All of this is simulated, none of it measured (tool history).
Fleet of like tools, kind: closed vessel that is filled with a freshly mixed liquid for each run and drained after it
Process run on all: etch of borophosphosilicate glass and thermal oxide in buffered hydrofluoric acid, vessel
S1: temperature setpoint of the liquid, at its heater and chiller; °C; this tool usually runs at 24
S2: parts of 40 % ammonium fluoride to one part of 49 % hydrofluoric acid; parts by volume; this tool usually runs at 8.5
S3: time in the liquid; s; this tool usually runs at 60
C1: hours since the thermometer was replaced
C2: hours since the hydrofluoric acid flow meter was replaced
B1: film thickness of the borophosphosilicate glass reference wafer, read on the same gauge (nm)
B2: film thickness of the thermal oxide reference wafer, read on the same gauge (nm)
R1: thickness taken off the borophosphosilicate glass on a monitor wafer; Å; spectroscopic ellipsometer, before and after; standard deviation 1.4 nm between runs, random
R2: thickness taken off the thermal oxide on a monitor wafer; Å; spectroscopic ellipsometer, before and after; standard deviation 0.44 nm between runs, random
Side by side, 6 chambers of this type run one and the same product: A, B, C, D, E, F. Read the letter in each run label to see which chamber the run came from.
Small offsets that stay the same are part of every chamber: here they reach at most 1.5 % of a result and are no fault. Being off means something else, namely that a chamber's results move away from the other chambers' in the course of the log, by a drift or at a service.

run,hour,S1,S2,S3,C1,C2,B1,B2,R1,R2
1E,12.5,24,8.5,60,780.2,439.3,80.022,99.991,1583.6,771.83
2B,21.6,24,8.5,60,763.3,55.4,80.013,99.963,1605.3,793.02
3C,29.8,24,8.5,60,463.1,80.6,79.988,99.962,1595.9,798.43
4F,36.9,24,8.5,60,382.8,481.4,79.999,99.985,1595,789.08
5D,48.2,24,8.5,60,372.5,306.8,79.988,99.997,1586.8,789.92
6A,54.1,24,8.5,60,589,76,79.988,99.986,1569.6,785.42
7E,60,24,8.5,60,827.7,486.8,80.027,100.02,1571.1,785.35
8A,71.7,19.5,8.5,45,606.6,93.6,80.01,100.02,932.64,457.22
9F,81,19.5,8.5,45,426.9,525.5,80.008,100,949.93,461.42
10D,91.7,19.5,8.5,45,416,350.3,80.018,100.02,918.57,465.83
11C,104.5,19.5,8.5,45,537.8,155.3,79.975,99.984,920.54,463.01
# hour 108.2: chamber F: hydrofluoric acid flow meter replaced
12B,114.8,19.5,8.5,45,856.5,148.6,80.008,99.963,909.11,460.49
13F,125.9,19.5,8.5,45,471.8,17.8,80.01,99.987,951.85,467.32
14B,132.5,24,8.5,60,874.2,166.3,79.986,99.989,1581.3,796.14
15C,138.6,24,8.5,60,571.9,189.4,79.98,99.983,1587.9,802.35
# hour 143.6: chamber E: thermometer replaced
16A,147.4,24,8.5,60,682.3,169.3,79.998,99.998,1587.2,779.02
17E,159.3,24,8.5,60,15.7,586.1,80.013,99.993,1600.9,772.99
18D,170.2,24,8.5,60,494.5,428.8,80.03,99.995,1568.7,786.15
19B,180.6,24,8.5,60,922.3,214.4,80.016,99.947,1581,796.17
20E,189.3,24,8.5,60,45.7,616.1,80.027,99.971,1562.1,777.16
21C,197.8,24,8.5,60,631.1,248.6,80.006,100.01,1581.5,794.63
22A,206.7,24,8.5,60,741.6,228.6,79.977,100,1592.4,782.69
23F,218,24,8.5,60,563.9,109.9,79.993,100.04,1568.2,791.37
# hour 221.3: chamber B: thermometer replaced
24D,230.6,24,8.5,60,554.9,489.2,79.964,100.02,1585.2,788.68
# hour 239.6: chamber C: thermometer replaced
25F,239.9,24,8.5,60,585.8,131.8,80.01,99.991,1625,786.49
26A,246.4,24,8.5,60,781.3,268.3,80.022,100.05,1564.2,782.19
27C,255.4,24,8.5,60,15.9,306.2,80.024,99.997,1586.4,794.49
28D,267.5,24,8.5,60,591.8,526.1,79.994,99.983,1565.6,790.1
29B,276.3,24,8.5,60,55.1,310.1,80.018,100.04,1575.6,791.04
30E,288.6,24,8.5,60,145,715.4,80.001,100.01,1606.6,786.21
31B,295.3,24,8.5,60,74.1,329.1,79.98,99.98,1585.2,787.53
32D,304.3,19,8.5,30,628.6,562.9,79.988,99.959,594.51,297.41
33F,316.8,19,8.5,30,662.7,208.7,79.986,99.96,608.59,298.88
34E,326.3,19,8.5,30,182.7,753.1,79.986,100.01,595.42,294.54
35C,339.1,19,8.5,30,99.6,389.9,79.996,100.01,601.82,303.64
36A,351.8,19,8.5,30,886.7,373.7,79.995,100.04,592.4,295.85
37E,362.5,19,8.5,30,218.9,789.3,79.997,100,608.37,296.64

Is one chamber out of step, is the gauge drifting, or do the chambers differ by no more than their own small offsets? For an off chamber, give its letter and the likeliest cause.

Nothing is wrong: each chamber keeps only its own small, steady offset and the gauge holds still.
